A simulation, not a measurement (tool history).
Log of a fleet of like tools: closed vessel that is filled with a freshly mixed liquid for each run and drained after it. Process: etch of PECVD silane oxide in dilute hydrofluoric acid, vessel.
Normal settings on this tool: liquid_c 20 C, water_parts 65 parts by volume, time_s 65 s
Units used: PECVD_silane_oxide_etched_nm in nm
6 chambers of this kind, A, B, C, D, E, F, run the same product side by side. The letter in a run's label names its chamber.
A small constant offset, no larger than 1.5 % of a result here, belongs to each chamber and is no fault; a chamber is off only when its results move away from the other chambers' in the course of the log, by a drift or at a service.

run   hour  liquid_c  water_parts  time_s  read-back film thickness of the PECVD silane oxide reference wafer, read on the same gauge (nm)  PECVD_silane_oxide_etched_nm
 1D    3.3        20           65      65                                                                                           49.985                        20.566
 2A    8.1        20           65      65                                                                                           50.010                        20.976
 3C   12.4        20           65      65                                                                                           49.986                        20.409
 4B   16.4        20           65      65                                                                                           49.994                        20.300
 5F   20.2        20           65      65                                                                                           50.014                        20.522
 6E   23.7        20           65      65                                                                                           50.003                        20.674
 7C   29.0        20           85      65                                                                                           50.027                        15.421
 8D   33.4        20           85      65                                                                                           50.012                        15.425
 9A   36.5        20           85      65                                                                                           49.968                        15.747
10F   40.6        20           85      65                                                                                           49.970                        15.447
11E   44.7        20           85      65                                                                                           50.012                        15.416
12B   49.5        20           85      65                                                                                           49.970                        15.259
13B   53.7        20           65      65                                                                                           49.993                        20.516
14F   57.5        20           65      65                                                                                           50.008                        20.585
15C   61.1        20           65      65                                                                                           49.998                        20.820
16D   65.4        20           65      65                                                                                           50.047                        20.800
17E   68.4        20           65      65                                                                                           49.994                        20.578
18A   71.7        20           65      65                                                                                           50.003                        20.843
19F   77.1        20           65      65                                                                                           50.001                        20.397
20E   81.0        20           65      65                                                                                           49.999                        20.606
21C   86.1        20           65      65                                                                                           50.002                        20.470
22D   91.5        20           65      65                                                                                           50.028                        20.306
23B   95.6        20           65      65                                                                                           49.974                        20.557
24A  101.1        20           85      65                                                                                           50.007                        15.398
25C  104.6        20           85      65                                                                                           50.008                        14.951
26F  109.6        20           85      65                                                                                           50.012                        15.395
27D  114.8        20           85      65                                                                                           49.997                        15.479
     116.9  -- chamber C: thermometer replaced
28B  119.0        20           85      65                                                                                           50.025                        15.370
29E  123.8        20           85      65                                                                                           49.998                        15.243
30A  126.6        20           65      65                                                                                           49.990                        20.806
31D  129.1        20           65      65                                                                                           49.995                        20.473
32E  134.7        20           65      65                                                                                           50.007                        20.660
33A  139.9        20           65      65                                                                                           50.022                        20.510
34F  145.4        20           65      65                                                                                           50.014                        20.614
35B  147.8        20           65      65                                                                                           50.010                        20.389
36C  150.9        20           65      65                                                                                           50.002                        20.410
37B  155.6        20           65      65                                                                                           49.991                        20.532
38E  160.7        20           65      65                                                                                           50.004                        20.774
39F  165.9        20           65      65                                                                                           50.010                        20.809
40A  169.6        20           65      65                                                                                           50.013                        20.888
41C  172.8        20           65      65                                                                                           49.974                        20.959
42D  178.0        20           65      65                                                                                           49.993                        20.389
43B  183.4        20           65      65                                                                                           50.000                        20.295
44C  186.4        20           65      65                                                                                           49.992                        20.954

The same settings go to every chamber for the next run, one line per chamber below. Forecast the results for each:
45A  190.4        20           65     105                                                                                                                              ?
45B  190.4        20           65     105                                                                                                                              ?
45C  190.4        20           65     105                                                                                                                              ?
45D  190.4        20           65     105                                                                                                                              ?
45E  190.4        20           65     105                                                                                                                              ?
45F  190.4        20           65     105                                                                                                                              ?

run  PECVD_silane_oxide_etched_nm
45A                        32.984
45B                        33.267
45C                        33.245
45D                        32.890
45E                        33.452
45F                        33.098
